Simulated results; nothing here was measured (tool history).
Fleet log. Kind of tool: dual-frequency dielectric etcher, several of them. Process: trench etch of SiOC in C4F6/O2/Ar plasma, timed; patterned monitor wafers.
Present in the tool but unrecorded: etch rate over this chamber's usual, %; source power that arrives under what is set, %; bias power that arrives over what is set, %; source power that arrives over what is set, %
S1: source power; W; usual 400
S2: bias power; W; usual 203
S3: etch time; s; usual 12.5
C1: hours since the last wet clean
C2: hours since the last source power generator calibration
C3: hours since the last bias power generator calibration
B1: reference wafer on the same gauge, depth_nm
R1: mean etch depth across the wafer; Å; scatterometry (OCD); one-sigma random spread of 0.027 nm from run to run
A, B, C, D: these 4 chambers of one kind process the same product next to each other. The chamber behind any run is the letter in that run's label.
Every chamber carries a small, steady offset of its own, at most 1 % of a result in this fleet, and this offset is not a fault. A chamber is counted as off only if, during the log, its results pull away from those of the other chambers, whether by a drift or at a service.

Run 1D, hour 6.6: usual settings; C1 478.1; C2 1094.6; C3 3254.7; B1 23.196. Result: R1 269.38 Å.
Run 2B, hour 11.7: usual settings; C1 376.7; C2 1371.6; C3 363; B1 23.197. Result: R1 270.27 Å.
Run 3A, hour 17.9: usual settings; C1 177.4; C2 414.2; C3 1127.2; B1 23.197. Result: R1 270.34 Å.
Run 4C, hour 28.1: usual settings; C1 149.8; C2 1309.2; C3 873.4; B1 23.193. Result: R1 266.89 Å.
Run 5C, hour 36: usual settings; C1 157.7; C2 1317.1; C3 881.3; B1 23.185. Result: R1 266.89 Å.
Run 6A, hour 42.4: usual settings but S1 310 W, S2 230 W; C1 201.9; C2 438.7; C3 1151.7; B1 23.183. Result: R1 256.13 Å.
Run 7B, hour 48.2: usual settings but S1 310 W, S2 230 W; C1 413.2; C2 1408.1; C3 399.5; B1 23.192. Result: R1 255.52 Å.
Run 8D, hour 53.5: usual settings but S1 310 W, S2 230 W; C1 525; C2 1141.5; C3 3301.6; B1 23.186. Result: R1 253.97 Å.
Run 9B, hour 62.2: usual settings but S1 310 W, S2 230 W; C1 427.2; C2 1422.1; C3 413.5; B1 23.186. Result: R1 254.96 Å.
At hour 66.4: chamber D: wet clean of the chamber.
Run 10D, hour 70.9: usual settings; C1 4.5; C2 1158.9; C3 3319; B1 23.176. Result: R1 268.96 Å.
Run 11C, hour 80.5: usual settings; C1 202.2; C2 1361.6; C3 925.8; B1 23.179. Result: R1 267.14 Å.
Run 12A, hour 88.2: usual settings; C1 247.7; C2 484.5; C3 1197.5; B1 23.174. Result: R1 269.92 Å.
Run 13D, hour 98: usual settings; C1 31.6; C2 1186; C3 3346.1; B1 23.175. Result: R1 268.93 Å.
Run 14B, hour 107.5: usual settings; C1 472.5; C2 1467.4; C3 458.8; B1 23.165. Result: R1 269.43 Å.
Run 15A, hour 115.9: usual settings; C1 275.4; C2 512.2; C3 1225.2; B1 23.166. Result: R1 269.86 Å.
Run 16C, hour 122.4: usual settings; C1 244.1; C2 1403.5; C3 967.7; B1 23.166. Result: R1 266.65 Å.
Run 17A, hour 128.8: usual settings; C1 288.3; C2 525.1; C3 1238.1; B1 23.17. Result: R1 270.19 Å.
Run 18D, hour 134.4: usual settings; C1 68; C2 1222.4; C3 3382.5; B1 23.164. Result: R1 269.33 Å.
Run 19C, hour 144.2: usual settings; C1 265.9; C2 1425.3; C3 989.5; B1 23.16. Result: R1 266.29 Å.
Run 20B, hour 153.5: usual settings; C1 518.5; C2 1513.4; C3 504.8; B1 23.159. Result: R1 269.83 Å.
At hour 156.4: chamber A: wet clean of the chamber.
At hour 157.5: chamber B: wet clean of the chamber.
Run 21A, hour 161.5: usual settings; C1 5.1; C2 557.8; C3 1270.8; B1 23.151. Result: R1 270.25 Å.
Run 22B, hour 170.6: usual settings; C1 13.1; C2 1530.5; C3 521.9; B1 23.145. Result: R1 269.52 Å.
Run 23C, hour 179.3: usual settings but S3 16 s; C1 301; C2 1460.4; C3 1024.6; B1 23.149. Result: R1 341.04 Å.
Run 24D, hour 185.5: usual settings but S3 16 s; C1 119.1; C2 1273.5; C3 3433.6; B1 23.141. Result: R1 343.93 Å.
Run 25A, hour 194.1: usual settings but S3 16 s; C1 37.7; C2 590.4; C3 1303.4; B1 23.145. Result: R1 345.48 Å.
Run 26D, hour 198.7: usual settings but S3 16 s; C1 132.3; C2 1286.7; C3 3446.8; B1 23.147. Result: R1 344.28 Å.
Run 27C, hour 204.2: usual settings; C1 325.9; C2 1485.3; C3 1049.5; B1 23.136. Result: R1 266.28 Å.
Run 28B, hour 213.7: usual settings but S1 450 W, S2 154 W; C1 56.2; C2 1573.6; C3 565; B1 23.139. Result: R1 259.05 Å.
Run 29A, hour 222.8: usual settings but S1 450 W, S2 154 W; C1 66.4; C2 619.1; C3 1332.1; B1 23.135. Result: R1 258.91 Å.
Run 30B, hour 233: usual settings but S1 450 W, S2 154 W; C1 75.5; C2 1592.9; C3 584.3; B1 23.134. Result: R1 258.78 Å.
Run 31C, hour 238: usual settings but S1 450 W, S2 154 W; C1 359.7; C2 1519.1; C3 1083.3; B1 23.133. Result: R1 255.78 Å.
Run 32D, hour 243.7: usual settings but S3 9 s; C1 177.3; C2 1331.7; C3 3491.8; B1 23.124. Result: R1 193.42 Å.
Run 33A, hour 252.3: usual settings but S3 9 s; C1 95.9; C2 648.6; C3 1361.6; B1 23.129. Result: R1 193.83 Å.
Run 34C, hour 257.4: usual settings but S3 9 s; C1 379.1; C2 1538.5; C3 1102.7; B1 23.123. Result: R1 191.56 Å.
Run 35D, hour 267: usual settings but S3 9 s; C1 200.6; C2 1355; C3 3515.1; B1 23.132. Result: R1 193.4 Å.
Run 36B, hour 273.6: usual settings; C1 116.1; C2 1633.5; C3 624.9; B1 23.125. Result: R1 269.18 Å.
Run 37B, hour 282.6: usual settings; C1 125.1; C2 1642.5; C3 633.9; B1 23.122. Result: R1 268.8 Å.
Run 38A, hour 287.7: usual settings; C1 131.3; C2 684; C3 1397; B1 23.113. Result: R1 269.46 Å.
Run 39C, hour 294.6: usual settings; C1 416.3; C2 1575.7; C3 1139.9; B1 23.122. Result: R1 266.48 Å.
Run 40D, hour 304.6: usual settings; C1 238.2; C2 1392.6; C3 3552.7; B1 23.11. Result: R1 268.08 Å.
Run 41D, hour 312.1: usual settings but S1 480 W, S3 9.5 s; C1 245.7; C2 1400.1; C3 3560.2; B1 23.109. Result: R1 218.91 Å.
Run 42C, hour 317.7: usual settings but S1 480 W, S3 9.5 s; C1 439.4; C2 1598.8; C3 1163; B1 23.107. Result: R1 217.45 Å.
Run 43A, hour 325: usual settings but S1 480 W, S3 9.5 s; C1 168.6; C2 721.3; C3 1434.3; B1 23.11. Result: R1 219.13 Å.

Is one chamber off against the others, does the gauge drift, or is nothing wrong? If a chamber is off, say which, and what the likeliest cause is.

Gauge drift. The chambers move together only on paper, and none stands off.
Cause: gauge reads low (%) = 0.413.
